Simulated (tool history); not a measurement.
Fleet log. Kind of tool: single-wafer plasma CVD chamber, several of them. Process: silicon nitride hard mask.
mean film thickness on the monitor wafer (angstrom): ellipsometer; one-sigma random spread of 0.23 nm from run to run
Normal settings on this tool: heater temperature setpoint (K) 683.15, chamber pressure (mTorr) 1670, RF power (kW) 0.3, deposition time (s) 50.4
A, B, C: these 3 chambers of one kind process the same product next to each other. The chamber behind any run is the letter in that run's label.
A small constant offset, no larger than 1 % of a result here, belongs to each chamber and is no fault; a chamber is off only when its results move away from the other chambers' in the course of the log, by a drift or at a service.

| run | hour | heater temperature setpoint (K) | chamber pressure (mTorr) | RF power (kW) | deposition time (s) | hours since the last thermocouple change | hours since the last RF generator calibration | hours since the last manometer calibration | read-back reference wafer on the same gauge, thickness_nm | mean film thickness on the monitor wafer (angstrom) |
|---|---|---|---|---|---|---|---|---|---|---|
| 1A | 6.7 | 683.15 | 1670 | 0.3 | 50.4 | 1925.3 | 1791.5 | 1248.5 | 46.947 | 590.13 |
| 2C | 20.6 | 683.15 | 1670 | 0.3 | 50.4 | 469.2 | 2110.1 | 1779 | 46.927 | 584.76 |
| 3B | 27.9 | 683.15 | 1670 | 0.3 | 50.4 | 780.2 | 430.3 | 1086 | 46.899 | 590.71 |
| 4B | 40.4 | 683.15 | 1670 | 0.3 | 50.4 | 792.7 | 442.8 | 1098.5 | 46.873 | 585.66 |
| 5C | 52.8 | 683.15 | 1670 | 0.3 | 50.4 | 501.4 | 2142.3 | 1811.2 | 46.943 | 586.77 |
| 6A | 59.7 | 683.15 | 1670 | 0.3 | 50.4 | 1978.3 | 1844.5 | 1301.5 | 46.861 | 585.11 |
| 7B | 66.5 | 683.15 | 1670 | 0.3 | 50.4 | 818.8 | 468.9 | 1124.6 | 46.914 | 590.73 |
| 8C | 74.7 | 683.15 | 1670 | 0.3 | 50.4 | 523.3 | 2164.2 | 1833.1 | 46.883 | 584.09 |
| 9A | 88.3 | 683.15 | 1670 | 0.3 | 50.4 | 2006.9 | 1873.1 | 1330.1 | 46.873 | 585.46 |
| 10A | 98.6 | 683.15 | 1670 | 0.3 | 50.4 | 2017.2 | 1883.4 | 1340.4 | 46.926 | 585.26 |
| 11C | 108.4 | 683.15 | 1670 | 0.3 | 50.4 | 557 | 2197.9 | 1866.8 | 46.921 | 588.56 |
| 12B | 116.3 | 683.15 | 1670 | 0.3 | 50.4 | 868.6 | 518.7 | 1174.4 | 46.931 | 584.09 |
| 13A | 123.5 | 683.15 | 1670 | 0.3 | 50.4 | 2042.1 | 1908.3 | 1365.3 | 46.891 | 589.22 |
|  | 130.5 | chamber A: RF generator calibrated |
| 14B | 131.1 | 683.15 | 1670 | 0.3 | 50.4 | 883.4 | 533.5 | 1189.2 | 46.898 | 588.12 |
| 15C | 143 | 683.15 | 1670 | 0.3 | 50.4 | 591.6 | 2232.5 | 1901.4 | 46.872 | 584.14 |
| 16A | 151.9 | 683.15 | 1670 | 0.3 | 50.4 | 2070.5 | 21.4 | 1393.7 | 46.925 | 590.36 |
| 17C | 161.9 | 683.15 | 1880 | 0.325 | 50.4 | 610.5 | 2251.4 | 1920.3 | 46.918 | 635.25 |
| 18B | 171.9 | 683.15 | 1880 | 0.325 | 50.4 | 924.2 | 574.3 | 1230 | 46.858 | 640.83 |
| 19C | 185.9 | 683.15 | 1880 | 0.325 | 50.4 | 634.5 | 2275.4 | 1944.3 | 46.929 | 635.97 |
| 20B | 198.1 | 683.15 | 1670 | 0.3 | 50.4 | 950.4 | 600.5 | 1256.2 | 46.907 | 587.25 |
| 21A | 211.3 | 683.15 | 1670 | 0.3 | 50.4 | 2129.9 | 80.8 | 1453.1 | 46.925 | 587.69 |

All 3 chambers run these settings next. Forecast each chamber's results:
| 22A | 222.3 | 683.15 | 1670 | 0.3 | 50.4 |  |  |  |  | ? |
| 22B | 222.3 | 683.15 | 1670 | 0.3 | 50.4 |  |  |  |  | ? |
| 22C | 222.3 | 683.15 | 1670 | 0.3 | 50.4 |  |  |  |  | ? |

| run | mean film thickness on the monitor wafer (angstrom) |
|---|---|
| 22A | 586.03 |
| 22B | 584.64 |
| 22C | 590.22 |
